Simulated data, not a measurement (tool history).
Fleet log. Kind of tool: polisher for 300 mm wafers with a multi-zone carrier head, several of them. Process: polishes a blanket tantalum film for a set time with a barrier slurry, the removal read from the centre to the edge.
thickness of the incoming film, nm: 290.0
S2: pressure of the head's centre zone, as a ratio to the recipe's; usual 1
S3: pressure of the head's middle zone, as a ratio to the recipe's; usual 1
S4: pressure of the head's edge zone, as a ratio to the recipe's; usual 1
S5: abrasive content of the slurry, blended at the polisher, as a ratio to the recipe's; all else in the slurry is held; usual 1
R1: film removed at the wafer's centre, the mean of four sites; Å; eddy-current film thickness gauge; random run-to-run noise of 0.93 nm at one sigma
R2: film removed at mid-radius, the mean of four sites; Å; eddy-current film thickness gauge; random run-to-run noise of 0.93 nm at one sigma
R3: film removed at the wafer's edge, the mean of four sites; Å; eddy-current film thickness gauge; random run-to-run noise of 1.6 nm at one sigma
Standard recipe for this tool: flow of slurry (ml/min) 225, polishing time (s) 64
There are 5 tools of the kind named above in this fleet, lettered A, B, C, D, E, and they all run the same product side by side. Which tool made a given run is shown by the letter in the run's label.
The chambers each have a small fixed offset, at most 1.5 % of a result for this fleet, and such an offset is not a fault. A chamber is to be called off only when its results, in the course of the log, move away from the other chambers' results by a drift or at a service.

-- day=0.267 chamber D: worn pad replaced by a new one
run 1D day=0.342 | flow_of_slurry_(ml/min)=225 S2=1 S3=1 S4=1 S5=1 polishing_time_(s)=64 | R1=1116 R2=1117.3 R3=1129.1
run 2C day=0.767 | flow_of_slurry_(ml/min)=225 S2=1 S3=1 S4=1 S5=1 polishing_time_(s)=64 | R1=1105.1 R2=1104.9 R3=1113.9
run 3E day=1.112 | flow_of_slurry_(ml/min)=225 S2=1 S3=1 S4=1 S5=1 polishing_time_(s)=64 | R1=1116.2 R2=1095.8 R3=1117.9
run 4B day=1.512 | flow_of_slurry_(ml/min)=225 S2=1 S3=1 S4=1 S5=1 polishing_time_(s)=64 | R1=1096.2 R2=1095.4 R3=1106
run 5A day=1.804 | flow_of_slurry_(ml/min)=225 S2=1 S3=1 S4=1 S5=1 polishing_time_(s)=64 | R1=1087.5 R2=1073.4 R3=1128.4
-- day=1.842 chamber B: worn pad replaced by a new one
run 6E day=2.092 | flow_of_slurry_(ml/min)=225 S2=1 S3=1 S4=1 S5=1 polishing_time_(s)=64 | R1=1110.6 R2=1084.7 R3=1086.9
-- day=2.225 chamber C: slurry nozzle cleaned
-- day=2.396 chamber A: worn pad replaced by a new one
run 7C day=2.475 | flow_of_slurry_(ml/min)=225 S2=1 S3=1 S4=1 S5=1 polishing_time_(s)=64 | R1=1109.6 R2=1098.6 R3=1080.9
-- day=2.912 chamber E: worn pad replaced by a new one
run 8A day=3.058 | flow_of_slurry_(ml/min)=225 S2=1 S3=1 S4=1 S5=1 polishing_time_(s)=64 | R1=1099.4 R2=1095.2 R3=1109
-- day=3.258 chamber D: worn pad replaced by a new one
-- day=3.262 chamber C: worn pad replaced by a new one
run 9B day=3.467 | flow_of_slurry_(ml/min)=225 S2=1 S3=1 S4=1 S5=1 polishing_time_(s)=64 | R1=1102 R2=1113.2 R3=1096.2
-- day=3.758 chamber A: edge zone pressure recalibrated
run 10D day=3.95 | flow_of_slurry_(ml/min)=225 S2=1 S3=1 S4=1 S5=1 polishing_time_(s)=64 | R1=1114.7 R2=1105.5 R3=1139.1
run 11C day=4.283 | flow_of_slurry_(ml/min)=225 S2=1 S3=1 S4=1 S5=1 polishing_time_(s)=64 | R1=1112.9 R2=1117.1 R3=1069.6
run 12D day=4.65 | flow_of_slurry_(ml/min)=225 S2=1 S3=1 S4=1 S5=1 polishing_time_(s)=64 | R1=1111.3 R2=1099.8 R3=1107
-- day=4.85 chamber B: worn pad replaced by a new one
run 13B day=5.238 | flow_of_slurry_(ml/min)=225 S2=1 S3=1 S4=1 S5=1 polishing_time_(s)=64 | R1=1104.3 R2=1116.7 R3=1109.7
run 14A day=5.696 | flow_of_slurry_(ml/min)=225 S2=1 S3=1 S4=1 S5=1 polishing_time_(s)=64 | R1=1113.3 R2=1100.6 R3=1106.2
-- day=5.75 chamber A: worn pad replaced by a new one
run 15E day=6.312 | flow_of_slurry_(ml/min)=225 S2=1 S3=1 S4=1 S5=1 polishing_time_(s)=64 | R1=1116.4 R2=1104.2 R3=1106.4
-- day=6.412 chamber B: edge zone pressure recalibrated
-- day=6.642 chamber E: worn pad replaced by a new one
run 16D day=6.9 | flow_of_slurry_(ml/min)=225 S2=1 S3=1 S4=1 S5=1 polishing_time_(s)=64 | R1=1089.5 R2=1091.8 R3=1112.9
-- day=7.221 chamber D: worn pad replaced by a new one
-- day=7.262 chamber C: worn pad replaced by a new one
run 17E day=7.462 | flow_of_slurry_(ml/min)=225 S2=1 S3=1 S4=1 S5=1 polishing_time_(s)=64 | R1=1096.1 R2=1105.4 R3=1104.4
run 18B day=7.796 | flow_of_slurry_(ml/min)=225 S2=1 S3=1 S4=1 S5=1 polishing_time_(s)=64 | R1=1104.2 R2=1122.8 R3=1084.7
-- day=7.975 chamber D: edge zone pressure recalibrated
-- day=8.029 chamber B: centre zone pressure recalibrated
-- day=8.271 chamber B: worn pad replaced by a new one
run 19A day=8.429 | flow_of_slurry_(ml/min)=225 S2=1 S3=1 S4=1 S5=1 polishing_time_(s)=64 | R1=1075.8 R2=1080.4 R3=1086.4
run 20C day=8.933 | flow_of_slurry_(ml/min)=225 S2=1 S3=1 S4=1 S5=1 polishing_time_(s)=64 | R1=1127.8 R2=1114.5 R3=1096.1
run 21A day=9.242 | flow_of_slurry_(ml/min)=225 S2=1 S3=1 S4=1.1 S5=1 polishing_time_(s)=64 | R1=1116 R2=1102 R3=1183.6
-- day=9.6 chamber A: worn pad replaced by a new one
run 22C day=9.7 | flow_of_slurry_(ml/min)=225 S2=1 S3=1 S4=1.1 S5=1 polishing_time_(s)=64 | R1=1121 R2=1113.1 R3=1158.8
run 23D day=9.979 | flow_of_slurry_(ml/min)=225 S2=1 S3=1 S4=1.1 S5=1 polishing_time_(s)=64 | R1=1093 R2=1098.7 R3=1133.9
-- day=10.317 chamber C: worn pad replaced by a new one
-- day=10.321 chamber E: edge zone pressure recalibrated
run 24E day=10.567 | flow_of_slurry_(ml/min)=225 S2=1 S3=1 S4=1.1 S5=1 polishing_time_(s)=64 | R1=1109.9 R2=1107.1 R3=1141.4
-- day=10.642 chamber E: worn pad replaced by a new one
-- day=10.758 chamber D: worn pad replaced by a new one
run 25B day=11.033 | flow_of_slurry_(ml/min)=225 S2=1 S3=1 S4=1.1 S5=1 polishing_time_(s)=64 | R1=1132.4 R2=1115.4 R3=1188.7
-- day=11.371 chamber C: centre zone pressure recalibrated
-- day=11.379 chamber B: worn pad replaced by a new one
run 26A day=11.488 | flow_of_slurry_(ml/min)=225 S2=1.07 S3=1 S4=1 S5=1.2 polishing_time_(s)=64 | R1=1250.3 R2=1127.2 R3=1173.6
run 27D day=12.004 | flow_of_slurry_(ml/min)=225 S2=1.07 S3=1 S4=1 S5=1.2 polishing_time_(s)=64 | R1=1239.2 R2=1172.5 R3=1153.6
run 28B day=12.375 | flow_of_slurry_(ml/min)=225 S2=1.07 S3=1 S4=1 S5=1.2 polishing_time_(s)=64 | R1=1249 R2=1144.9 R3=1140.5
-- day=12.75 chamber A: worn pad replaced by a new one
run 29C day=12.904 | flow_of_slurry_(ml/min)=225 S2=1.07 S3=1 S4=1 S5=1.2 polishing_time_(s)=64 | R1=1380.3 R2=1172.2 R3=1182.5
run 30E day=13.458 | flow_of_slurry_(ml/min)=225 S2=1.07 S3=1 S4=1 S5=1.2 polishing_time_(s)=64 | R1=1258.4 R2=1151.3 R3=1198.3
-- day=13.462 chamber B: slurry nozzle cleaned
-- day=13.633 chamber C: worn pad replaced by a new one
run 31E day=14.021 | flow_of_slurry_(ml/min)=225 S2=1 S3=1 S4=1 S5=0.9 polishing_time_(s)=64 | R1=1066.2 R2=1071 R3=1073
run 32C day=14.579 | flow_of_slurry_(ml/min)=225 S2=1 S3=1 S4=1 S5=0.9 polishing_time_(s)=64 | R1=1171.4 R2=1077.1 R3=1053.8
-- day=14.642 chamber E: worn pad replaced by a new one
-- day=14.708 chamber D: worn pad replaced by a new one
-- day=14.892 chamber D: centre zone pressure recalibrated
run 33A day=14.975 | flow_of_slurry_(ml/min)=225 S2=1 S3=1 S4=1 S5=0.9 polishing_time_(s)=64 | R1=1060.1 R2=1051.7 R3=1040.1
-- day=15.021 chamber B: worn pad replaced by a new one
run 34D day=15.483 | flow_of_slurry_(ml/min)=225 S2=1 S3=1 S4=1 S5=0.9 polishing_time_(s)=64 | R1=1083.3 R2=1061 R3=1070.9
run 35B day=16.025 | flow_of_slurry_(ml/min)=225 S2=1 S3=1 S4=1 S5=0.9 polishing_time_(s)=64 | R1=1072.8 R2=1061.1 R3=1087.9
-- day=16.229 chamber D: slurry nozzle cleaned
run 36B day=16.596 | flow_of_slurry_(ml/min)=225 S2=1 S3=1 S4=1 S5=1 polishing_time_(s)=64 | R1=1106.9 R2=1097.3 R3=1100.4
run 37D day=16.925 | flow_of_slurry_(ml/min)=225 S2=1 S3=1 S4=1 S5=1 polishing_time_(s)=64 | R1=1111.9 R2=1090.1 R3=1102.1
run 38E day=17.529 | flow_of_slurry_(ml/min)=225 S2=1 S3=1 S4=1 S5=1 polishing_time_(s)=64 | R1=1096.9 R2=1102.9 R3=1103

Predict what each chamber gives when all 5 of them run the settings below next.
run 39A day=17.988 | flow_of_slurry_(ml/min)=225 S2=1 S3=1 S4=1 S5=1 polishing_time_(s)=51 | R1=? R2=? R3=?
run 39B day=17.988 | flow_of_slurry_(ml/min)=225 S2=1 S3=1 S4=1 S5=1 polishing_time_(s)=51 | R1=? R2=? R3=?
run 39C day=17.988 | flow_of_slurry_(ml/min)=225 S2=1 S3=1 S4=1 S5=1 polishing_time_(s)=51 | R1=? R2=? R3=?
run 39D day=17.988 | flow_of_slurry_(ml/min)=225 S2=1 S3=1 S4=1 S5=1 polishing_time_(s)=51 | R1=? R2=? R3=?
run 39E day=17.988 | flow_of_slurry_(ml/min)=225 S2=1 S3=1 S4=1 S5=1 polishing_time_(s)=51 | R1=? R2=? R3=?

run=39A R1=875.68 R2=874.59 R3=880.86
run=39B R1=878.6 R2=879.42 R3=872.73
run=39C R1=981.48 R2=881.11 R3=859.14
run=39D R1=887.82 R2=882.34 R3=878.56
run=39E R1=882 R2=881.79 R3=877.86

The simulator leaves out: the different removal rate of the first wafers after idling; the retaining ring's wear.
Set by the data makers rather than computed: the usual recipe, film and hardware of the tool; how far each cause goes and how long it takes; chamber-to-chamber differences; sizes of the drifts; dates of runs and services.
